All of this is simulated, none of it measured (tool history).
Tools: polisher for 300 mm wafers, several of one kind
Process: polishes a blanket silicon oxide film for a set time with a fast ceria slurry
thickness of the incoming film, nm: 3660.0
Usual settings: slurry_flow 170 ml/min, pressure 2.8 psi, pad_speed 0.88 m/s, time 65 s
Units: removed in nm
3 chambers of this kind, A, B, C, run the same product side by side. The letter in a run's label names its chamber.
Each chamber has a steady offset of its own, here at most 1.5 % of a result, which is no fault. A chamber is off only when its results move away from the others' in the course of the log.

run 1B hour=3.3 | slurry_flow=170 pressure=2.8 pad_speed=0.88 time=65 | removed=1097.4
run 2A hour=6.9 | slurry_flow=170 pressure=2.8 pad_speed=0.88 time=65 | removed=1069.1
run 3C hour=12.5 | slurry_flow=170 pressure=2.8 pad_speed=0.88 time=65 | removed=1072.5
run 4C hour=16.9 | slurry_flow=170 pressure=2.8 pad_speed=0.88 time=65 | removed=1072.8
run 5A hour=20.4 | slurry_flow=170 pressure=2.5 pad_speed=1 time=65 | removed=1088.3
-- hour=22.8 chamber B: worn pad replaced by a new one
run 6B hour=26.5 | slurry_flow=170 pressure=2.5 pad_speed=1 time=65 | removed=1126.7
run 7C hour=29.4 | slurry_flow=170 pressure=2.5 pad_speed=1 time=65 | removed=1094.4
-- hour=31.5 chamber A: worn pad replaced by a new one
run 8B hour=34.6 | slurry_flow=170 pressure=2.8 pad_speed=0.88 time=65 | removed=1084.9
run 9A hour=40.7 | slurry_flow=170 pressure=2.8 pad_speed=0.88 time=65 | removed=1076.5
run 10C hour=43.4 | slurry_flow=170 pressure=2.8 pad_speed=0.88 time=65 | removed=1073
run 11A hour=46.1 | slurry_flow=170 pressure=2.8 pad_speed=0.88 time=65 | removed=1083.6
run 12B hour=50.8 | slurry_flow=170 pressure=2.8 pad_speed=0.88 time=65 | removed=1088.1
-- hour=51.3 chamber C: worn pad replaced by a new one
-- hour=52.6 chamber C: slurry nozzle cleaned
run 13C hour=54.2 | slurry_flow=170 pressure=2.8 pad_speed=0.88 time=65 | removed=1077.5
run 14A hour=60.4 | slurry_flow=170 pressure=2.8 pad_speed=0.88 time=65 | removed=1076.4
run 15B hour=65 | slurry_flow=170 pressure=2.8 pad_speed=1.02 time=65 | removed=1261.3
run 16A hour=69 | slurry_flow=170 pressure=2.8 pad_speed=1.02 time=65 | removed=1236.5
run 17C hour=72.8 | slurry_flow=170 pressure=2.8 pad_speed=1.02 time=65 | removed=1242.8
-- hour=73.6 chamber B: worn pad replaced by a new one
run 18B hour=76 | slurry_flow=170 pressure=2.8 pad_speed=0.88 time=65 | removed=1092.8
run 19C hour=80.3 | slurry_flow=170 pressure=2.8 pad_speed=0.88 time=65 | removed=1088.1
run 20A hour=83.1 | slurry_flow=205 pressure=2.8 pad_speed=0.88 time=65 | removed=1099.3
run 21B hour=88.1 | slurry_flow=205 pressure=2.8 pad_speed=0.88 time=65 | removed=1138.3
-- hour=91.3 chamber A: worn pad replaced by a new one
run 22A hour=92.8 | slurry_flow=205 pressure=2.8 pad_speed=0.88 time=65 | removed=1121.3
-- hour=96.5 chamber C: head pressure recalibrated
run 23B hour=96.9 | slurry_flow=170 pressure=2.8 pad_speed=0.88 time=65 | removed=1090.5
run 24C hour=101.4 | slurry_flow=170 pressure=2.8 pad_speed=0.88 time=65 | removed=1172.7
-- hour=105.2 chamber B: slurry nozzle cleaned
run 25C hour=106 | slurry_flow=170 pressure=2.8 pad_speed=1.16 time=80 | removed=1899.7
run 26A hour=108.8 | slurry_flow=170 pressure=2.8 pad_speed=1.16 time=80 | removed=1762.9
run 27B hour=112.7 | slurry_flow=170 pressure=2.8 pad_speed=1.16 time=80 | removed=1791.4
run 28A hour=115.8 | slurry_flow=170 pressure=2.8 pad_speed=0.88 time=65 | removed=1084.1
run 29C hour=118.8 | slurry_flow=170 pressure=2.8 pad_speed=0.88 time=65 | removed=1194.7
-- hour=119.8 chamber C: worn pad replaced by a new one
run 30B hour=122.6 | slurry_flow=170 pressure=2.8 pad_speed=0.88 time=65 | removed=1088.8
-- hour=126.2 chamber B: worn pad replaced by a new one
run 31B hour=128.4 | slurry_flow=170 pressure=3.4 pad_speed=0.88 time=65 | removed=1326
run 32C hour=131.7 | slurry_flow=170 pressure=3.4 pad_speed=0.88 time=65 | removed=1436.6
run 33A hour=135.7 | slurry_flow=170 pressure=3.4 pad_speed=0.88 time=65 | removed=1288.7
run 34A hour=138.8 | slurry_flow=170 pressure=2.8 pad_speed=0.88 time=65 | removed=1090
run 35B hour=142.3 | slurry_flow=170 pressure=2.8 pad_speed=0.88 time=65 | removed=1093
run 36C hour=147.8 | slurry_flow=170 pressure=2.8 pad_speed=0.88 time=65 | removed=1185.1
run 37A hour=153.2 | slurry_flow=170 pressure=2 pad_speed=0.8 time=65 | removed=683.49
-- hour=156.7 chamber A: worn pad replaced by a new one
run 38B hour=156.7 | slurry_flow=170 pressure=2 pad_speed=0.8 time=65 | removed=717.22
run 39C hour=161.1 | slurry_flow=170 pressure=2 pad_speed=0.8 time=65 | removed=761.5
-- hour=166.3 chamber B: worn pad replaced by a new one
run 40A hour=166.5 | slurry_flow=170 pressure=2.8 pad_speed=0.88 time=65 | removed=1096.1
run 41C hour=171.9 | slurry_flow=170 pressure=2.8 pad_speed=0.88 time=65 | removed=1188.1
run 42B hour=174.8 | slurry_flow=170 pressure=2.8 pad_speed=0.88 time=65 | removed=1106

What goes on in this fleet: one chamber off, a drifting gauge, or nothing beyond the chambers' own small offsets? Name the chamber and the cause, if any.

A service left chamber C off against the others.
Cause: head's pressure above its setpoint, % = 8.62.

Here are 4 candidates for chamber C's next run, each the usual settings with a change, their results left as question marks. Which one brings its results back in line with what the others give on the usual settings?
In line means no further than this from the other chambers' mean on the usual settings: removed 32 nm
run 43C-1 hour=179.3 | slurry_flow=170 pressure=2.8 pad_speed=0.88 time=63 | removed=?
run 43C-2 hour=179.3 | slurry_flow=170 pressure=2.8 pad_speed=0.88 time=66 | removed=?
run 43C-3 hour=179.3 | slurry_flow=170 pressure=2.9 pad_speed=0.88 time=67 | removed=?
run 43C-4 hour=179.3 | slurry_flow=170 pressure=2.7 pad_speed=0.86 time=64 | removed=?

The other chambers' mean on the usual settings: removed 1086.6 nm
run=43C-1 removed=1129.1
run=43C-2 removed=1182.8
run=43C-3 removed=1244.3
run=43C-4 removed=1079.9
43C-4 brings the chamber back in line.

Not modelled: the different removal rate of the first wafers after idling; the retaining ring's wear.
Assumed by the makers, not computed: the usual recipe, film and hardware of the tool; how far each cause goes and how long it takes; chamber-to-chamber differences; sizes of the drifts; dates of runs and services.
